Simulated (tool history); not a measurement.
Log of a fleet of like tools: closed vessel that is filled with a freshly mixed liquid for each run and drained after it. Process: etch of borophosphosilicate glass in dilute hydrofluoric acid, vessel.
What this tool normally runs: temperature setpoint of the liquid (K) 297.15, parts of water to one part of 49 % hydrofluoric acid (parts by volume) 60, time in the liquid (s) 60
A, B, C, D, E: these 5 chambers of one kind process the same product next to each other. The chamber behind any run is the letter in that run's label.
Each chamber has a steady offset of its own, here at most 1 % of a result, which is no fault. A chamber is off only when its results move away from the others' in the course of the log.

run,day,temperature setpoint of the liquid (K),parts of water to one part of 49 % hydrofluoric acid (parts by volume),time in the liquid (s),hours since the thermometer was replaced,hours since the hydrofluoric acid flow meter was replaced,"read-back film thickness of the borophosphosilicate glass reference wafer, read on the same gauge (nm)",thickness taken off the borophosphosilicate glass on a monitor wafer (angstrom)
1D,0.183,297.15,60,60,187.4,154.7,40.02,370.27
2B,0.421,297.15,60,60,462.7,879.4,40.003,372.2
3C,0.642,297.15,60,60,911.3,1226,40.005,376.5
4E,0.779,297.15,60,60,51,509.3,40.005,367.16
5A,1.012,297.15,60,60,701.5,832.5,39.996,370.18
6A,1.308,297.15,60,60,708.6,839.6,39.983,370.02
7B,1.5,297.15,60,60,488.6,905.3,40.003,372.19
8E,1.8,297.15,60,60,75.5,533.8,40.006,373.44
9D,1.946,297.15,60,60,229.7,197,39.998,367.92
10C,2.217,297.15,60,60,949.1,1263.8,39.997,368.52
11A,2.408,297.15,60,60,735,866,39.998,375.44
12D,2.612,297.15,60,60,245.7,213,39.989,367.84
13B,2.871,297.15,60,60,521.5,938.2,39.995,368.82
14C,3.029,297.15,60,60,968.6,1283.3,39.983,371.97
15E,3.317,297.15,60,60,111.9,570.2,39.992,374.64
16D,3.562,297.15,60,60,268.5,235.8,39.985,367.99
17E,3.758,295.15,60,85,122.5,580.8,39.991,486.63
18A,4.058,295.15,60,85,774.6,905.6,39.981,482.66
19C,4.221,295.15,60,85,997.2,1311.9,40.007,474.8
20B,4.375,295.15,60,85,557.6,974.3,40.012,473.72
21A,4.554,295.15,60,85,786.5,917.5,39.997,476.83
22E,4.817,297.15,60,60,147.9,606.2,39.998,376.31
23B,5.046,297.15,60,60,573.7,990.4,40.009,355.59
24D,5.196,297.15,60,60,307.7,275,40.012,368.22
25C,5.412,297.15,45,80,1025.8,1340.5,40.001,677.07
26B,5.6,297.15,45,80,587,1003.7,40.008,633.4
27D,5.842,297.15,45,80,323.2,290.5,40.014,649.26
28C,6.125,297.15,45,80,1042.9,1357.6,40.002,675.66
29A,6.342,297.15,45,80,829.4,960.4,39.988,655.76
30E,6.6,297.15,60,60,190.7,649,40.003,372.62
31A,6.762,297.15,60,90,839.5,970.5,39.991,547.98
32B,7.017,297.15,60,90,621,1037.7,39.982,524.36
33C,7.217,297.15,60,90,1069.1,1383.8,39.997,549.91
34D,7.488,297.15,60,90,362.7,330,40.008,556.06
35E,7.654,297.15,60,90,216,674.3,39.992,552.06
36D,7.9,297.15,60,60,372.6,339.9,40.001,373.37
37C,8.183,297.15,60,60,1092.3,1407,39.986,369.82
38A,8.475,297.15,60,60,880.6,1011.6,39.996,369.11
39E,8.696,297.15,60,60,241,699.3,39.985,377.08
40B,8.858,297.15,60,60,665.2,1081.9,40.02,337.67
41D,9.004,297.15,60,60,399.1,366.4,40.008,364.93
42B,9.292,297.15,60,60,675.6,1092.3,40.017,338.94

One chamber off, gauge drift, or nothing amiss beyond the chambers' own small offsets? If it is a chamber, which one, and what is the likeliest cause?

Little by little, chamber B moves away from the other chambers.
Cause: liquid colder than its thermometer reads (K) = 2.5.
From this log alone, it may not be told apart from: hydrofluoric acid flow below the setpoint (%).

Below are 4 candidate recipes for chamber B's next run, each the usual settings with a change, their results shown as question marks. Which of them brings B's results back in line with what the other chambers give on the usual settings?
In line means no further than this from the other chambers' mean on the usual settings: thickness taken off the borophosphosilicate glass on a monitor wafer (angstrom) 13
43B-1,9.512,297.65,60,65,,,,?
43B-2,9.512,298.15,60,60,,,,?
43B-3,9.512,296.15,60,60,,,,?
43B-4,9.512,296.65,65,60,,,,?

On the usual settings, the other chambers give on average: thickness taken off the borophosphosilicate glass on a monitor wafer (angstrom) 370.55
run,thickness taken off the borophosphosilicate glass on a monitor wafer (angstrom)
43B-1,369.53
43B-2,348.1
43B-3,320.53
43B-4,300.39
43B-1 is the one that brings the chamber's results back in line with the other chambers.
